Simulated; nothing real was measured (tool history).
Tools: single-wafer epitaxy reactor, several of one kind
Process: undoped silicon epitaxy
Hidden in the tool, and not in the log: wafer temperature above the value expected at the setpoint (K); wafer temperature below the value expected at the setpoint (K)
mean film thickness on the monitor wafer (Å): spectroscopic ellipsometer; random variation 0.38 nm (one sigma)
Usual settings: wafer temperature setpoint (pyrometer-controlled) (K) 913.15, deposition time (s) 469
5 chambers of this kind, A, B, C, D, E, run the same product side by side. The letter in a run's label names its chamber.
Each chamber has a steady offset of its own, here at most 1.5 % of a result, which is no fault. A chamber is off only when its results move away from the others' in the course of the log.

run,hour,wafer temperature setpoint (pyrometer-controlled) (K),deposition time (s),hours since the last pyrometer calibration,"read-back reference wafer on the same gauge, thickness_nm",mean film thickness on the monitor wafer (Å)
# hour 4.2: chamber D: pyrometer calibrated
1C,7.3,913.15,469,1311.5,55.984,626.3
2B,14.9,913.15,469,164.8,56.047,642.36
3E,25.7,913.15,469,1325.9,56.007,636.98
4D,37.2,913.15,469,33.1,56.02,643.65
5A,46.4,913.15,469,1135.5,56.026,636.46
6C,53.6,913.15,469,1357.8,56.051,631.69
7D,67.4,903.15,469,63.3,56.052,510.11
8E,77.1,903.15,469,1377.3,55.936,509.94
9A,91.1,903.15,469,1180.2,56.01,503.94
10B,101.6,903.15,469,251.5,56.094,508.17
11C,115.1,903.15,469,1419.3,56.043,502.59
12E,123.1,913.15,469,1423.3,55.896,637.23
13D,136.6,913.15,469,132.5,55.914,636.47
14A,150.4,906.15,433,1239.5,56.006,497.97
15B,164.8,906.15,433,314.7,56.11,504.17
# hour 174.2: chamber C: pyrometer calibrated
16C,177.1,906.15,433,2.9,55.984,540.76
17A,185.7,906.15,433,1274.8,56.049,500.77
18D,199.3,906.15,433,195.2,56.081,506.12
19E,214.1,913.15,469,1514.3,55.94,635.92
20B,225.5,913.15,469,375.4,55.989,632.54
21D,232.4,913.15,469,228.3,55.965,638.83
22A,242.4,913.15,469,1331.5,55.951,626.56
23E,257.9,913.15,469,1558.1,55.974,642.18
24B,269.4,913.15,469,419.3,56.119,636.71
25C,278.8,913.15,469,104.6,56.021,685.04
26B,293.9,913.15,469,443.8,56.013,637.25
27E,309.8,913.15,469,1610,55.938,636.31
28D,323.9,913.15,469,319.8,56.007,638.59
29C,335.8,913.15,469,161.6,56.036,684.15
30A,351.3,913.15,469,1440.4,55.96,627.45
31B,358.9,913.15,469,508.8,56.011,636.64

Next, every chamber runs the same settings. What will each give?
32A,370.3,913.15,469,,,?
32B,370.3,913.15,469,,,?
32C,370.3,913.15,469,,,?
32D,370.3,913.15,469,,,?
32E,370.3,913.15,469,,,?

run,mean film thickness on the monitor wafer (Å)
32A,633.07
32B,634.43
32C,683.91
32D,633.09
32E,636.75
